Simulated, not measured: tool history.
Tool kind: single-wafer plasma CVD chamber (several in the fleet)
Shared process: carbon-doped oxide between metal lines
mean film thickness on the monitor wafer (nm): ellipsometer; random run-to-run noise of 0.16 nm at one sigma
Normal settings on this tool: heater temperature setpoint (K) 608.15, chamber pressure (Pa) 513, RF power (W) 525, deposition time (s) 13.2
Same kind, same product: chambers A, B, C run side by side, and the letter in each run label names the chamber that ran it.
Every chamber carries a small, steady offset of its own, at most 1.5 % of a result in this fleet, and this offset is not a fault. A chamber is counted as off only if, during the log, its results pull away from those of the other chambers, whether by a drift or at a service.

run     day  heater temperature setpoint (K)  chamber pressure (Pa)  RF power (W)  deposition time (s)  hours since the last thermocouple change  hours since the last RF generator calibration  hours since the last manometer calibration  read-back reference wafer on the same gauge, thickness_nm  mean film thickness on the monitor wafer (nm)
 1A   0.608                           608.15                    513           525                 13.2                                     228.9                                          116.2                                      1654.4                                                     79.721                                         70.498
 2B   1.267                           608.15                    513           525                 13.2                                    1285.8                                         1125.6                                       813.5                                                     79.673                                          72.21
 3C   1.762                           608.15                    513           525                 13.2                                     984.2                                         1692.7                                        1160                                                     79.731                                         71.065
 4C   2.046                           608.15                    513           525                 13.2                                       991                                         1699.5                                      1166.8                                                     79.687                                         71.107
 5A     2.4                           608.15                    513           525                 13.2                                     271.9                                          159.2                                      1697.4                                                     79.718                                         70.421
      2.754  -- chamber A: capacitance manometer re-zeroed and calibrated
 6B   3.017                           608.15                    513           525                 13.2                                    1327.8                                         1167.6                                       855.5                                                     79.694                                         72.129
 7A   3.483                           608.15                    513           525                 13.2                                     297.9                                          185.2                                        17.5                                                     79.669                                          70.55
 8B   3.992                           608.15                    513           525                 13.2                                    1351.2                                           1191                                       878.9                                                     79.683                                          72.09
      4.462  -- chamber C: RF generator calibrated
 9C   4.638                           608.15                    513           525                 13.2                                    1053.2                                            4.2                                        1229                                                     79.688                                         71.484
10A   5.242                           615.15                    513           525                 13.2                                     340.1                                          227.4                                        59.7                                                     79.731                                         69.244
11C   5.771                           615.15                    513           525                 13.2                                    1080.4                                           31.4                                      1256.2                                                     79.689                                         69.591
12B   6.125                           615.15                    513           525                 13.2                                    1402.4                                         1242.2                                       930.1                                                     79.689                                          70.65
13A     6.6                           608.15                    513           565                 15.8                                     372.7                                            260                                        92.3                                                     79.662                                          87.99
14C   6.983                           608.15                    513           565                 15.8                                    1109.5                                           60.5                                      1285.3                                                     79.715                                         88.841
15B   7.588                           608.15                    513           565                 15.8                                    1437.5                                         1277.3                                       965.2                                                     79.718                                         90.111
16B   7.904                           608.15                    513           525                 13.2                                    1445.1                                         1284.9                                       972.8                                                     79.637                                         71.612
17C   8.458                           608.15                    513           525                 13.2                                    1144.9                                           95.9                                      1320.7                                                     79.694                                         71.416
18A   8.779                           608.15                    513           525                 13.2                                       425                                          312.3                                       144.6                                                     79.706                                         70.613
19C   9.129                           621.15                    513           470                 13.2                                      1161                                            112                                      1336.8                                                     79.672                                         63.461
20B   9.704                           621.15                    513           470                 13.2                                    1488.3                                         1328.1                                        1016                                                     79.715                                         64.528
21A  10.288                           621.15                    513           470                 13.2                                     461.2                                          348.5                                       180.8                                                     79.744                                         63.126
22C  10.704                           608.15                    513           525                 13.2                                    1198.8                                          149.8                                      1374.6                                                     79.668                                         71.139

Is one chamber off against the others, does the gauge drift, or is nothing wrong? If a chamber is off, say which, and what the likeliest cause is.

No chamber is off and the gauge is stable; the differences are just each chamber's small, constant offset.

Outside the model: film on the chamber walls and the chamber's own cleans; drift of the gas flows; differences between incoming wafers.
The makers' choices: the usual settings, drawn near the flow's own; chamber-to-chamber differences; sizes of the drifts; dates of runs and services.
